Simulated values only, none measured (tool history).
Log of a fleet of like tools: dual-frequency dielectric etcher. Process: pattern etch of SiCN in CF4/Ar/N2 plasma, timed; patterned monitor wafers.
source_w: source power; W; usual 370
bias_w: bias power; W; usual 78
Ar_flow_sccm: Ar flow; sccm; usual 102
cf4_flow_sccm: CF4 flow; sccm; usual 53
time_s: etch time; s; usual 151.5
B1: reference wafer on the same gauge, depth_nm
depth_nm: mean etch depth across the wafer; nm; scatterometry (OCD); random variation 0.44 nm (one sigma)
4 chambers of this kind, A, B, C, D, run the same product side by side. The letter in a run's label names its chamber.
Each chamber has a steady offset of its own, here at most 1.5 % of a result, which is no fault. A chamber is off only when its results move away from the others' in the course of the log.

Run 1D, hour 3.5: usual settings; B1 92.966. Result: depth_nm 108.68 nm.
Run 2A, hour 7.4: usual settings; B1 93.115. Result: depth_nm 109.40 nm.
Run 3B, hour 10.1: usual settings; B1 92.987. Result: depth_nm 108.36 nm.
Run 4C, hour 12.9: usual settings; B1 92.971. Result: depth_nm 106.57 nm.
Run 5D, hour 16.3: usual settings; B1 93.063. Result: depth_nm 107.67 nm.
Run 6A, hour 20.2: usual settings; B1 93.028. Result: depth_nm 109.26 nm.
Run 7C, hour 22.8: usual settings; B1 93.094. Result: depth_nm 106.92 nm.
At hour 23.3: chamber B: wet clean of the chamber.
Run 8B, hour 26.6: usual settings; B1 92.980. Result: depth_nm 107.94 nm.
Run 9D, hour 29.3: usual settings; B1 93.039. Result: depth_nm 107.99 nm.
Run 10C, hour 32.7: usual settings but source_w 410 W, time_s 194.0 s; B1 93.061. Result: depth_nm 150.74 nm.
Run 11B, hour 36.4: usual settings but source_w 410 W, time_s 194.0 s; B1 92.960. Result: depth_nm 151.50 nm.
Run 12A, hour 39.4: usual settings but source_w 410 W, time_s 194.0 s; B1 92.995. Result: depth_nm 152.66 nm.
Run 13C, hour 42.6: usual settings but source_w 410 W, time_s 194.0 s; B1 92.994. Result: depth_nm 152.23 nm.
Run 14A, hour 45.9: usual settings; B1 92.994. Result: depth_nm 108.58 nm.
Run 15B, hour 48.8: usual settings; B1 92.955. Result: depth_nm 108.32 nm.
Run 16D, hour 51.0: usual settings but source_w 400 W; B1 92.999. Result: depth_nm 116.27 nm.
Run 17D, hour 53.6: usual settings but source_w 400 W; B1 92.978. Result: depth_nm 116.06 nm.
Run 18A, hour 56.0: usual settings but source_w 400 W; B1 92.894. Result: depth_nm 116.70 nm.
Run 19C, hour 58.4: usual settings but source_w 400 W; B1 92.977. Result: depth_nm 117.75 nm.
Run 20B, hour 62.3: usual settings but cf4_flow_sccm 43 sccm; B1 93.045. Result: depth_nm 104.65 nm.
Run 21B, hour 65.0: usual settings but cf4_flow_sccm 43 sccm; B1 92.971. Result: depth_nm 104.53 nm.
Run 22C, hour 67.8: usual settings but cf4_flow_sccm 43 sccm; B1 93.077. Result: depth_nm 107.25 nm.
Run 23D, hour 70.7: usual settings but cf4_flow_sccm 43 sccm; B1 92.973. Result: depth_nm 105.14 nm.
Run 24A, hour 73.2: usual settings; B1 93.009. Result: depth_nm 109.12 nm.
Run 25B, hour 76.0: usual settings but bias_w 98 W; B1 93.064. Result: depth_nm 117.77 nm.

All 4 chambers run these settings next. Forecast each chamber's results:
Run 26A, hour 79.2: usual settings but bias_w 88 W. Result: depth_nm ?.
Run 26B, hour 79.2: usual settings but bias_w 88 W. Result: depth_nm ?.
Run 26C, hour 79.2: usual settings but bias_w 88 W. Result: depth_nm ?.
Run 26D, hour 79.2: usual settings but bias_w 88 W. Result: depth_nm ?.

run  depth_nm
26A    114.30
26B    112.50
26C    116.62
26D    113.20
